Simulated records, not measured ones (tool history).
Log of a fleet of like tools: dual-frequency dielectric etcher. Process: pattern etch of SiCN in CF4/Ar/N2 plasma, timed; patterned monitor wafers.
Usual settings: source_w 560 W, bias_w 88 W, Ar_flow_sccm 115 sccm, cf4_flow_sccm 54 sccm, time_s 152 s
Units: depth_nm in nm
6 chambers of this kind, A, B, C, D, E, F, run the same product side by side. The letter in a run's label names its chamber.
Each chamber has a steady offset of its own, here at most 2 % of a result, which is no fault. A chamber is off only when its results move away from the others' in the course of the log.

run,hour,source_w,bias_w,Ar_flow_sccm,cf4_flow_sccm,time_s,"read-back reference wafer on the same gauge, depth_nm",depth_nm
1A,2.6,560,88,115,54,152,164.00,163.23
2E,5.5,560,88,115,54,152,164.01,160.88
3D,9.2,560,88,115,54,152,163.99,161.38
4B,13.0,560,88,115,54,152,164.00,159.60
5F,16.1,560,88,115,54,152,163.96,158.87
6C,18.9,560,88,115,54,152,163.89,159.97
7E,22.6,560,88,115,54,152,163.94,159.89
8D,25.6,560,88,115,54,152,164.02,161.82
9A,29.4,560,88,115,54,152,164.08,163.73
10B,32.1,560,88,115,54,152,164.05,159.91
11C,36.3,560,88,115,54,152,163.90,159.62
12F,40.4,560,88,115,54,152,164.00,159.54
# hour 44.0: chamber C: wet clean of the chamber
13E,44.7,560,88,115,54,152,163.95,161.37
14A,48.2,560,88,115,54,152,164.06,163.51
15B,51.7,560,88,115,54,152,164.00,159.52
16D,54.7,560,88,115,54,152,164.08,161.66
17F,57.8,560,88,115,54,152,163.98,158.98
18C,62.1,560,88,115,54,152,163.97,158.89
19D,64.8,560,88,115,54,152,164.05,160.99
20B,67.8,560,88,115,54,152,164.02,159.41
21A,71.3,560,88,115,54,152,164.04,163.48
22C,73.3,560,88,115,54,152,164.00,159.57
23E,77.4,560,88,115,54,152,163.93,160.89
24F,81.2,560,88,115,54,152,163.98,158.92
25E,83.6,560,88,115,54,152,163.99,160.55
26D,87.5,560,88,115,54,152,163.98,161.92
27F,91.3,560,88,115,54,152,164.01,159.17
28A,93.5,560,98,115,54,152,164.01,169.92
29C,95.8,560,98,115,54,152,163.96,164.48
30B,99.8,560,98,115,54,152,164.01,165.96
31C,103.8,560,98,115,54,152,163.91,164.19
32A,108.1,560,98,115,54,152,164.05,170.38
33D,110.7,560,98,115,54,152,163.92,168.09
34E,114.7,480,88,132,54,152,163.92,137.34
35F,117.3,480,88,132,54,152,163.95,136.07
36B,121.4,480,88,132,54,152,164.00,136.55
37E,123.5,480,88,132,54,152,163.90,137.66
38B,127.8,480,88,132,54,152,163.99,136.86
39D,130.5,480,88,132,54,152,163.99,138.49
40A,132.4,560,72,115,54,152,164.00,151.60
41C,136.4,560,72,115,54,152,164.04,146.24
42F,140.6,560,72,115,54,152,163.98,147.33
43A,144.2,560,72,115,54,152,164.04,152.16

All 6 chambers run these settings next. Forecast each chamber's results:
44A,147.3,560,88,138,54,152,,?
44B,147.3,560,88,138,54,152,,?
44C,147.3,560,88,138,54,152,,?
44D,147.3,560,88,138,54,152,,?
44E,147.3,560,88,138,54,152,,?
44F,147.3,560,88,138,54,152,,?

run,depth_nm
44A,158.02
44B,155.13
44C,151.79
44D,157.47
44E,156.01
44F,153.94
